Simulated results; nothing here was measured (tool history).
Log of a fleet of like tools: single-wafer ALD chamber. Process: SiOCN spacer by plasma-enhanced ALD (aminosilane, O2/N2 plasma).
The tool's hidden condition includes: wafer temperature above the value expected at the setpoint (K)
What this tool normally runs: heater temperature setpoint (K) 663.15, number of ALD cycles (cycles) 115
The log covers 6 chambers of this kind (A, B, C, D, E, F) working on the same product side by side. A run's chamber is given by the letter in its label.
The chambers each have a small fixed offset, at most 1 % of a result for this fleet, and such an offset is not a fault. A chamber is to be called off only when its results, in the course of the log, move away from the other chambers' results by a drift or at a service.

run,hour,heater temperature setpoint (K),number of ALD cycles (cycles),hours since the last thermocouple change,"read-back reference wafer on the same gauge, thickness_nm",mean film thickness on the monitor wafer (nm)
1E,6.1,663.15,115,386.1,7.4102,6.9913
2D,12.3,663.15,115,133.4,7.4072,6.9840
3F,18.6,663.15,115,554.8,7.4062,6.9287
4B,21.8,663.15,115,902.2,7.4072,7.0034
5C,24.9,674.15,137,1263.2,7.4038,8.2143
6A,31.0,674.15,137,241.8,7.4063,8.2600
7C,34.5,674.15,137,1272.8,7.4024,8.2289
8D,38.8,674.15,137,159.9,7.4037,8.2982
9A,44.9,674.15,137,255.7,7.4062,8.2662
10E,51.1,674.15,137,431.1,7.4031,8.2811
11F,55.0,675.15,134,591.2,7.4016,8.0205
12B,59.1,675.15,134,939.5,7.4006,8.0968
13C,63.0,675.15,134,1301.3,7.4001,8.0081
14D,67.9,675.15,134,189.0,7.3991,8.0974
15E,74.1,675.15,134,454.1,7.3980,8.0687
16A,79.4,675.15,134,290.2,7.3964,8.0407
17B,84.9,663.15,115,965.3,7.3962,6.9972
18F,88.1,663.15,115,624.3,7.3948,6.9243
19B,93.3,663.15,115,973.7,7.3964,6.9883
20F,99.7,652.15,115,635.9,7.3921,6.9167
21A,104.1,652.15,115,314.9,7.3943,6.9571
22D,108.1,652.15,115,229.2,7.3917,6.9751
23C,114.2,652.15,115,1352.5,7.3918,6.9117
24E,117.1,652.15,115,497.1,7.3905,6.9691
25A,120.8,652.15,115,331.6,7.3892,6.9528
26C,124.5,663.15,115,1362.8,7.3894,6.9130
27D,129.1,663.15,115,250.2,7.3881,6.9652
28F,133.4,663.15,115,669.6,7.3904,6.9247
29B,138.7,663.15,115,1019.1,7.3877,6.9688
30E,141.8,663.15,115,521.8,7.3859,6.9553
31E,148.4,663.15,115,528.4,7.3857,6.9634
32D,154.5,663.15,115,275.6,7.3855,6.9586
33C,159.7,663.15,115,1398.0,7.3823,6.9092
34A,165.5,663.15,115,376.3,7.3837,6.9399
35B,168.9,663.15,115,1049.3,7.3848,6.9817
36F,174.0,653.15,115,710.2,7.3815,6.9106
37A,178.2,653.15,115,389.0,7.3816,6.9373
38E,184.5,653.15,115,564.5,7.3793,6.9503
39D,190.9,653.15,115,312.0,7.3770,6.9640
40F,194.2,653.15,115,730.4,7.3779,6.9074
41C,197.7,653.15,115,1436.0,7.3773,6.9099
42B,201.5,663.15,115,1081.9,7.3781,6.9828
43E,204.9,663.15,115,584.9,7.3763,6.9422

For the next run the whole fleet of 6 chambers uses the same settings. Give each chamber's results:
44A,209.7,655.15,115,,,?
44B,209.7,655.15,115,,,?
44C,209.7,655.15,115,,,?
44D,209.7,655.15,115,,,?
44E,209.7,655.15,115,,,?
44F,209.7,655.15,115,,,?

run,mean film thickness on the monitor wafer (nm)
44A,6.9425
44B,6.9598
44C,6.8946
44D,6.9625
44E,6.9436
44F,6.9160

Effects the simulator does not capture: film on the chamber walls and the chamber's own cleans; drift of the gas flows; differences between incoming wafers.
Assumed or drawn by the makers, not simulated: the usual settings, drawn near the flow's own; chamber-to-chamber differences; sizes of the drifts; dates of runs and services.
